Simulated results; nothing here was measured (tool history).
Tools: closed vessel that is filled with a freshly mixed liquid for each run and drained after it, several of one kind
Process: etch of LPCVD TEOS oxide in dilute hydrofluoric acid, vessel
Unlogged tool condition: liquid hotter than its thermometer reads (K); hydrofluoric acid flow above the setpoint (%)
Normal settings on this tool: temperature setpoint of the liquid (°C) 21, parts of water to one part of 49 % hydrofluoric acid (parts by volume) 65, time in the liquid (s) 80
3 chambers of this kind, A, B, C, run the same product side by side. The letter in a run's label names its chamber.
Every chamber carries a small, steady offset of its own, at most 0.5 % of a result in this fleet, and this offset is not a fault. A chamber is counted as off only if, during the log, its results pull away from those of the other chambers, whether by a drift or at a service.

| run | hour | temperature setpoint of the liquid (°C) | parts of water to one part of 49 % hydrofluoric acid (parts by volume) | time in the liquid (s) | hours since the thermometer was replaced | hours since the hydrofluoric acid flow meter was replaced | read-back film thickness of the LPCVD TEOS oxide reference wafer, read on the same gauge (nm) | thickness taken off the LPCVD TEOS oxide on a monitor wafer (nm) |
|---|---|---|---|---|---|---|---|---|
| 1C | 5.3 | 21 | 65 | 80 | 874.4 | 1612.5 | 150.01 | 21.258 |
| 2A | 9.1 | 21 | 65 | 80 | 110.5 | 110.7 | 150.04 | 20.822 |
| 3B | 12.8 | 21 | 65 | 80 | 912.1 | 291.8 | 150.03 | 20.952 |
| 4C | 19.4 | 21 | 65 | 80 | 888.5 | 1626.6 | 149.99 | 21.301 |
| 5A | 27.4 | 21 | 65 | 80 | 128.8 | 129 | 150.05 | 20.948 |
| 6B | 33.8 | 21 | 65 | 80 | 933.1 | 312.8 | 150.02 | 20.787 |
| 7B | 38.1 | 21 | 65 | 80 | 937.4 | 317.1 | 150.04 | 20.933 |
| 8A | 44.4 | 21 | 65 | 80 | 145.8 | 146 | 149.95 | 20.859 |
| 9C | 52.2 | 21 | 65 | 80 | 921.3 | 1659.4 | 150.01 | 20.998 |
| 10A | 57.2 | 21 | 65 | 80 | 158.6 | 158.8 | 149.97 | 20.877 |
| 11B | 65.2 | 21 | 65 | 80 | 964.5 | 344.2 | 149.99 | 20.63 |
| 12C | 71.1 | 18.5 | 65 | 80 | 940.2 | 1678.3 | 149.98 | 18.724 |
|  | 75 | chamber C: hydrofluoric acid flow meter replaced |
| 13A | 79.2 | 18.5 | 65 | 80 | 180.6 | 180.8 | 149.96 | 18.827 |
| 14B | 87.2 | 18.5 | 65 | 80 | 986.5 | 366.2 | 150.02 | 18.969 |
| 15C | 91.2 | 21 | 65 | 80 | 960.3 | 16.2 | 150 | 20.998 |
| 16A | 95.1 | 21 | 65 | 80 | 196.5 | 196.7 | 149.99 | 20.98 |
| 17C | 99.5 | 19.5 | 80 | 80 | 968.6 | 24.5 | 150.02 | 15.952 |
| 18B | 104.7 | 19.5 | 80 | 80 | 1004 | 383.7 | 149.99 | 15.747 |
| 19B | 108.9 | 19.5 | 80 | 80 | 1008.2 | 387.9 | 150.03 | 15.789 |
| 20A | 114.5 | 21 | 65 | 80 | 215.9 | 216.1 | 149.98 | 21.041 |
| 21C | 122.7 | 21 | 65 | 80 | 991.8 | 47.7 | 150.04 | 21.185 |
| 22B | 127.6 | 21 | 65 | 80 | 1026.9 | 406.6 | 149.97 | 21.014 |
| 23A | 132.5 | 21 | 65 | 80 | 233.9 | 234.1 | 150.01 | 21.196 |
| 24C | 139 | 21 | 65 | 80 | 1008.1 | 64 | 150 | 21.427 |
| 25B | 144.7 | 21 | 65 | 80 | 1044 | 423.7 | 150.02 | 21.099 |
| 26A | 150.7 | 21 | 65 | 80 | 252.1 | 252.3 | 149.99 | 20.839 |
| 27C | 155.7 | 21 | 80 | 80 | 1024.8 | 80.7 | 149.99 | 17.343 |
| 28A | 162.8 | 21 | 80 | 80 | 264.2 | 264.4 | 149.98 | 16.886 |
| 29B | 168.2 | 21 | 80 | 80 | 1067.5 | 447.2 | 149.94 | 16.611 |
| 30C | 173.4 | 23.5 | 65 | 80 | 1042.5 | 98.4 | 150 | 23.978 |
| 31C | 181.1 | 23.5 | 65 | 80 | 1050.2 | 106.1 | 150.06 | 24.192 |
| 32A | 187.5 | 23.5 | 65 | 80 | 288.9 | 289.1 | 150.04 | 23.321 |
| 33B | 192 | 21 | 65 | 80 | 1091.3 | 471 | 149.99 | 21.271 |
| 34A | 197.5 | 21 | 65 | 80 | 298.9 | 299.1 | 149.97 | 20.775 |
| 35C | 203.4 | 21 | 45 | 40 | 1072.5 | 128.4 | 149.98 | 16.586 |
| 36B | 211.1 | 21 | 45 | 40 | 1110.4 | 490.1 | 150.01 | 15.693 |
| 37A | 217 | 21 | 45 | 40 | 318.4 | 318.6 | 149.97 | 15.311 |
| 38B | 222.7 | 21 | 50 | 45 | 1122 | 501.7 | 149.96 | 15.741 |
| 39C | 227 | 21 | 50 | 45 | 1096.1 | 152 | 150.03 | 16.912 |
| 40A | 234.7 | 21 | 50 | 45 | 336.1 | 336.3 | 149.97 | 15.311 |
| 41B | 241.5 | 21 | 65 | 80 | 1140.8 | 520.5 | 150.02 | 21.107 |
| 42C | 246.1 | 21 | 65 | 80 | 1115.2 | 171.1 | 150.03 | 22.834 |
| 43C | 249.8 | 21 | 65 | 80 | 1118.9 | 174.8 | 150.05 | 23.052 |
| 44B | 255.2 | 21 | 65 | 80 | 1154.5 | 534.2 | 149.98 | 21.014 |

Is one chamber off against the others, does the gauge drift, or is nothing wrong? If a chamber is off, say which, and what the likeliest cause is.

Chamber C drifts away from the others.
Most likely cause: liquid hotter than its thermometer reads (K) = 2.21.
The log might look much the same if the cause were instead: hydrofluoric acid flow above the setpoint (%).

Here are 4 candidates for chamber C's next run, each the usual settings with a change, their results left as question marks. Which one brings its results back in line with what the others give on the usual settings?
In line means no further than this from the other chambers' mean on the usual settings: thickness taken off the LPCVD TEOS oxide on a monitor wafer (nm) 0.55
| 45C-1 | 261.2 | 22 | 65 | 80 |  |  |  | ? |
| 45C-2 | 261.2 | 20 | 65 | 80 |  |  |  | ? |
| 45C-3 | 261.2 | 18.5 | 65 | 80 |  |  |  | ? |
| 45C-4 | 261.2 | 21 | 60 | 80 |  |  |  | ? |

The mean the other chambers reach with the usual settings: thickness taken off the LPCVD TEOS oxide on a monitor wafer (nm) 20.983
| run | thickness taken off the LPCVD TEOS oxide on a monitor wafer (nm) |
|---|---|
| 45C-1 | 23.967 |
| 45C-2 | 22.092 |
| 45C-3 | 20.767 |
| 45C-4 | 25.119 |
With 45C-3, the chamber falls back in line with the rest.
